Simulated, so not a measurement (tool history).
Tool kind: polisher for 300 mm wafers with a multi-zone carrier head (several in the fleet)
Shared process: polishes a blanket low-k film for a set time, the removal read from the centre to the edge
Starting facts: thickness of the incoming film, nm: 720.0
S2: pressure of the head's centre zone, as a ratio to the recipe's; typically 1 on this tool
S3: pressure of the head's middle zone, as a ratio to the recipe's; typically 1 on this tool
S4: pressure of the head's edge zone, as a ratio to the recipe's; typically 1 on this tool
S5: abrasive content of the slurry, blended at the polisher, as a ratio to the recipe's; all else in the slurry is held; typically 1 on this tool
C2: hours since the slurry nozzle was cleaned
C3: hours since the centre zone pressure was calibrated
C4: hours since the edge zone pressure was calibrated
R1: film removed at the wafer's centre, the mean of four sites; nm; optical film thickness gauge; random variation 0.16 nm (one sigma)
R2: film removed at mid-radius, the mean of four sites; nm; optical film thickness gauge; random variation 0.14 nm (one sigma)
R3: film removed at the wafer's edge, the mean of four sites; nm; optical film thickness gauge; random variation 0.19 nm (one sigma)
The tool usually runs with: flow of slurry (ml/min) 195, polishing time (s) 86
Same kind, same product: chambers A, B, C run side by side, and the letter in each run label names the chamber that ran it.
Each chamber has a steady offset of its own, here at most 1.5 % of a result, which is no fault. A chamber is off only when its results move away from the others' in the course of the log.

Run 1C, hour 4: usual settings; wafers polished on this pad 230; C2 19.9; C3 533.6; C4 445.2. Result: R1 17.064 nm, R2 17.078 nm, R3 17.469 nm.
Run 2A, hour 7.9: usual settings; wafers polished on this pad 142; C2 152.1; C3 285; C4 503.1. Result: R1 17.024 nm, R2 17.189 nm, R3 17.057 nm.
Run 3B, hour 12.5: usual settings; wafers polished on this pad 570; C2 440.4; C3 313.2; C4 1018. Result: R1 16.69 nm, R2 17.03 nm, R3 17.215 nm.
Run 4C, hour 14.9: usual settings; wafers polished on this pad 346; C2 30.8; C3 544.5; C4 456.1. Result: R1 17.083 nm, R2 17.149 nm, R3 17.03 nm.
Run 5A, hour 19.6: usual settings; wafers polished on this pad 266; C2 163.8; C3 296.7; C4 514.8. Result: R1 16.857 nm, R2 17.31 nm, R3 17.333 nm.
Run 6B, hour 24.5: usual settings; wafers polished on this pad 698; C2 452.4; C3 325.2; C4 1030. Result: R1 16.725 nm, R2 16.817 nm, R3 16.776 nm.
Run 7A, hour 28.7: usual settings; wafers polished on this pad 363; C2 172.9; C3 305.8; C4 523.9. Result: R1 17.008 nm, R2 16.918 nm, R3 16.921 nm.
At hour 29.5: chamber C: centre zone pressure recalibrated.
At hour 29.9: chamber B: worn pad replaced by a new one.
Run 8B, hour 32.4: usual settings; wafers polished on this pad 26; C2 460.3; C3 333.1; C4 1037.9. Result: R1 16.814 nm, R2 17.171 nm, R3 17.054 nm.
Run 9C, hour 37.2: usual settings but S2 0.93, polishing time (s) 73; wafers polished on this pad 582; C2 53.1; C3 7.8; C4 478.4. Result: R1 13.282 nm, R2 14.504 nm, R3 14.503 nm.
Run 10B, hour 39.4: usual settings but S2 0.93, polishing time (s) 73; wafers polished on this pad 101; C2 467.3; C3 340.1; C4 1044.9. Result: R1 13.383 nm, R2 14.442 nm, R3 14.525 nm.
Run 11A, hour 44: usual settings but S2 0.93, polishing time (s) 73; wafers polished on this pad 525; C2 188.2; C3 321.1; C4 539.2. Result: R1 13.266 nm, R2 14.553 nm, R3 14.511 nm.
Run 12C, hour 47.8: usual settings; wafers polished on this pad 695; C2 63.7; C3 18.4; C4 489. Result: R1 17.061 nm, R2 17.038 nm, R3 16.978 nm.
Run 13A, hour 50.3: usual settings; wafers polished on this pad 592; C2 194.5; C3 327.4; C4 545.5. Result: R1 16.925 nm, R2 17.117 nm, R3 17.252 nm.
At hour 50.5: chamber C: worn pad replaced by a new one.
Run 14C, hour 53: usual settings; wafers polished on this pad 27; C2 68.9; C3 23.6; C4 494.2. Result: R1 17.085 nm, R2 17.157 nm, R3 17.283 nm.
Run 15B, hour 56.6: usual settings; wafers polished on this pad 283; C2 484.5; C3 357.3; C4 1062.1. Result: R1 16.692 nm, R2 16.685 nm, R3 17.333 nm.
Run 16B, hour 59.6: usual settings; wafers polished on this pad 315; C2 487.5; C3 360.3; C4 1065.1. Result: R1 16.819 nm, R2 17.189 nm, R3 17.315 nm.
Run 17C, hour 62.6: usual settings; wafers polished on this pad 129; C2 78.5; C3 33.2; C4 503.8. Result: R1 17.075 nm, R2 17.291 nm, R3 17.424 nm.
At hour 63.1: chamber A: worn pad replaced by a new one.
Run 18A, hour 65.6: usual settings; wafers polished on this pad 26; C2 209.8; C3 342.7; C4 560.8. Result: R1 17.03 nm, R2 17.195 nm, R3 16.839 nm.
Run 19C, hour 67.9: usual settings; wafers polished on this pad 185; C2 83.8; C3 38.5; C4 509.1. Result: R1 17.114 nm, R2 16.964 nm, R3 17.388 nm.
At hour 69: chamber B: edge zone pressure recalibrated.
Run 20A, hour 72.4: usual settings but S2 1.05, S5 1.25; wafers polished on this pad 98; C2 216.6; C3 349.5; C4 567.6. Result: R1 19.732 nm, R2 18.661 nm, R3 18.775 nm.
Run 21B, hour 76.9: usual settings but S2 1.05, S5 1.25; wafers polished on this pad 498; C2 504.8; C3 377.6; C4 8. Result: R1 19.805 nm, R2 18.949 nm, R3 18.918 nm.
Run 22A, hour 81.5: usual settings but S2 1.05, S5 1.25; wafers polished on this pad 195; C2 225.7; C3 358.6; C4 576.7. Result: R1 19.705 nm, R2 18.685 nm, R3 18.468 nm.
Run 23C, hour 86.1: usual settings but S2 1.12, S3 1.11; wafers polished on this pad 378; C2 102; C3 56.7; C4 527.3. Result: R1 19.422 nm, R2 18.632 nm, R3 17.517 nm.
Run 24B, hour 88.5: usual settings but S2 1.12, S3 1.11; wafers polished on this pad 621; C2 516.4; C3 389.2; C4 19.6. Result: R1 19.162 nm, R2 18.757 nm, R3 16.933 nm.
Run 25C, hour 92.9: usual settings but S2 1.12, S3 1.11; wafers polished on this pad 450; C2 108.8; C3 63.5; C4 534.1. Result: R1 19.48 nm, R2 18.459 nm, R3 17.047 nm.

Next, all 3 chambers run the settings below, one line each with question marks for the results. What does each chamber give?
Run 26A, hour 96.4: usual settings. Result: R1 ?, R2 ?, R3 ?.
Run 26B, hour 96.4: usual settings. Result: R1 ?, R2 ?, R3 ?.
Run 26C, hour 96.4: usual settings. Result: R1 ?, R2 ?, R3 ?.

run      R1      R2      R3
26A  17.018  16.928   17.29
26B  16.882  17.157  17.276
26C  17.203  17.107  17.155
